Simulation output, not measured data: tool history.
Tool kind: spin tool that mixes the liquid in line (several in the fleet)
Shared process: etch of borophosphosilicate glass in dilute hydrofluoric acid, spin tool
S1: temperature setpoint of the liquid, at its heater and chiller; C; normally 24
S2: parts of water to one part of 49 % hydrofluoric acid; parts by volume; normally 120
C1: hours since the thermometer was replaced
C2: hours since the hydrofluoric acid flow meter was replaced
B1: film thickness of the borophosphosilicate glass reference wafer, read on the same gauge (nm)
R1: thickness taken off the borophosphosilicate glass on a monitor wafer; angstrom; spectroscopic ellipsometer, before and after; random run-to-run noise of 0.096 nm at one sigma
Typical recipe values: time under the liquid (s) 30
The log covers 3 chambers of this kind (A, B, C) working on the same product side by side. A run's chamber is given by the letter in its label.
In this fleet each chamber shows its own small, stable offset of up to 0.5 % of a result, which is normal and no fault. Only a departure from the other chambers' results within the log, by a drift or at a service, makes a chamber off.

run 1A hour=8.7 | S1=24 S2=120 time_under_the_liquid_(s)=30 | C1=875.5 C2=357 | B1=69.967 | R1=144.05
run 2C hour=17 | S1=24 S2=120 time_under_the_liquid_(s)=30 | C1=1165.5 C2=664.8 | B1=69.977 | R1=144.35
run 3B hour=25.1 | S1=24 S2=120 time_under_the_liquid_(s)=30 | C1=1097.8 C2=1471 | B1=70.01 | R1=144.64
run 4B hour=32 | S1=24 S2=120 time_under_the_liquid_(s)=30 | C1=1104.7 C2=1477.9 | B1=70.039 | R1=144.92
run 5C hour=36 | S1=22 S2=120 time_under_the_liquid_(s)=30 | C1=1184.5 C2=683.8 | B1=69.999 | R1=134.39
run 6A hour=40.1 | S1=22 S2=120 time_under_the_liquid_(s)=30 | C1=906.9 C2=388.4 | B1=69.999 | R1=134.23
run 7B hour=46.3 | S1=22 S2=120 time_under_the_liquid_(s)=30 | C1=1119 C2=1492.2 | B1=69.997 | R1=133.48
run 8A hour=50.1 | S1=24 S2=120 time_under_the_liquid_(s)=30 | C1=916.9 C2=398.4 | B1=70.014 | R1=144.77
run 9C hour=58.5 | S1=24 S2=120 time_under_the_liquid_(s)=30 | C1=1207 C2=706.3 | B1=70.006 | R1=144.06
-- hour=60.9 chamber C: hydrofluoric acid flow meter replaced
run 10A hour=65.8 | S1=24 S2=120 time_under_the_liquid_(s)=30 | C1=932.6 C2=414.1 | B1=69.983 | R1=145.93
run 11B hour=69.7 | S1=24 S2=120 time_under_the_liquid_(s)=30 | C1=1142.4 C2=1515.6 | B1=69.996 | R1=144.73
run 12C hour=76.6 | S1=24 S2=120 time_under_the_liquid_(s)=30 | C1=1225.1 C2=15.7 | B1=70.024 | R1=143.69
run 13C hour=83.9 | S1=28.5 S2=120 time_under_the_liquid_(s)=30 | C1=1232.4 C2=23 | B1=70.004 | R1=170.16
run 14B hour=92.4 | S1=28.5 S2=120 time_under_the_liquid_(s)=30 | C1=1165.1 C2=1538.3 | B1=70.004 | R1=171.62
run 15A hour=97.7 | S1=28.5 S2=120 time_under_the_liquid_(s)=30 | C1=964.5 C2=446 | B1=69.993 | R1=175.7
run 16A hour=101.9 | S1=28.5 S2=120 time_under_the_liquid_(s)=45 | C1=968.7 C2=450.2 | B1=70.003 | R1=260.23
run 17B hour=106 | S1=28.5 S2=120 time_under_the_liquid_(s)=45 | C1=1178.7 C2=1551.9 | B1=69.968 | R1=258.87
run 18C hour=112 | S1=28.5 S2=120 time_under_the_liquid_(s)=45 | C1=1260.5 C2=51.1 | B1=70.022 | R1=256.94
run 19A hour=117.9 | S1=24 S2=120 time_under_the_liquid_(s)=30 | C1=984.7 C2=466.2 | B1=69.997 | R1=149.81
run 20C hour=125.9 | S1=24 S2=120 time_under_the_liquid_(s)=30 | C1=1274.4 C2=65 | B1=70.001 | R1=145.65
run 21B hour=132.3 | S1=24 S2=120 time_under_the_liquid_(s)=30 | C1=1205 C2=1578.2 | B1=70.027 | R1=146.47
run 22C hour=139.6 | S1=24 S2=120 time_under_the_liquid_(s)=30 | C1=1288.1 C2=78.7 | B1=69.997 | R1=143.36
run 23A hour=145.5 | S1=24 S2=120 time_under_the_liquid_(s)=30 | C1=1012.3 C2=493.8 | B1=69.995 | R1=149.16
run 24B hour=154.1 | S1=24 S2=120 time_under_the_liquid_(s)=30 | C1=1226.8 C2=1600 | B1=70.015 | R1=143.12
run 25A hour=161.6 | S1=21.5 S2=120 time_under_the_liquid_(s)=30 | C1=1028.4 C2=509.9 | B1=69.994 | R1=136.16
run 26B hour=167.2 | S1=21.5 S2=120 time_under_the_liquid_(s)=30 | C1=1239.9 C2=1613.1 | B1=69.985 | R1=131.58
-- hour=168.3 chamber B: hydrofluoric acid flow meter replaced
run 27C hour=173.2 | S1=21.5 S2=120 time_under_the_liquid_(s)=30 | C1=1321.7 C2=112.3 | B1=70.015 | R1=130.54
run 28A hour=180.3 | S1=24 S2=120 time_under_the_liquid_(s)=30 | C1=1047.1 C2=528.6 | B1=70.001 | R1=151.9
run 29B hour=187.2 | S1=24 S2=120 time_under_the_liquid_(s)=30 | C1=1259.9 C2=19 | B1=69.97 | R1=144.17
run 30C hour=191.6 | S1=24 S2=120 time_under_the_liquid_(s)=30 | C1=1340.1 C2=130.7 | B1=70.014 | R1=144.59
run 31C hour=200.5 | S1=24 S2=120 time_under_the_liquid_(s)=30 | C1=1349 C2=139.6 | B1=70.026 | R1=143.57
run 32B hour=205.2 | S1=24 S2=120 time_under_the_liquid_(s)=30 | C1=1277.9 C2=37 | B1=69.991 | R1=144.54
run 33A hour=209.8 | S1=24 S2=120 time_under_the_liquid_(s)=30 | C1=1076.6 C2=558.1 | B1=69.983 | R1=152.89
run 34C hour=215.7 | S1=24 S2=120 time_under_the_liquid_(s)=30 | C1=1364.2 C2=154.8 | B1=69.976 | R1=145.11
run 35A hour=220.8 | S1=24 S2=120 time_under_the_liquid_(s)=30 | C1=1087.6 C2=569.1 | B1=70 | R1=151.41
run 36B hour=228.6 | S1=24 S2=120 time_under_the_liquid_(s)=30 | C1=1301.3 C2=60.4 | B1=69.973 | R1=143.77
run 37B hour=233.9 | S1=28 S2=120 time_under_the_liquid_(s)=30 | C1=1306.6 C2=65.7 | B1=70.008 | R1=168.42
run 38A hour=240.1 | S1=28 S2=120 time_under_the_liquid_(s)=30 | C1=1106.9 C2=588.4 | B1=70.003 | R1=179.93
run 39C hour=244.2 | S1=28 S2=120 time_under_the_liquid_(s)=30 | C1=1392.7 C2=183.3 | B1=69.979 | R1=168.92

For the next run the whole fleet of 3 chambers uses the same settings. Give each chamber's results:
run 40A hour=250.5 | S1=24 S2=160 time_under_the_liquid_(s)=30 | R1=?
run 40B hour=250.5 | S1=24 S2=160 time_under_the_liquid_(s)=30 | R1=?
run 40C hour=250.5 | S1=24 S2=160 time_under_the_liquid_(s)=30 | R1=?

run=40A R1=110.52
run=40B R1=102.88
run=40C R1=104.03

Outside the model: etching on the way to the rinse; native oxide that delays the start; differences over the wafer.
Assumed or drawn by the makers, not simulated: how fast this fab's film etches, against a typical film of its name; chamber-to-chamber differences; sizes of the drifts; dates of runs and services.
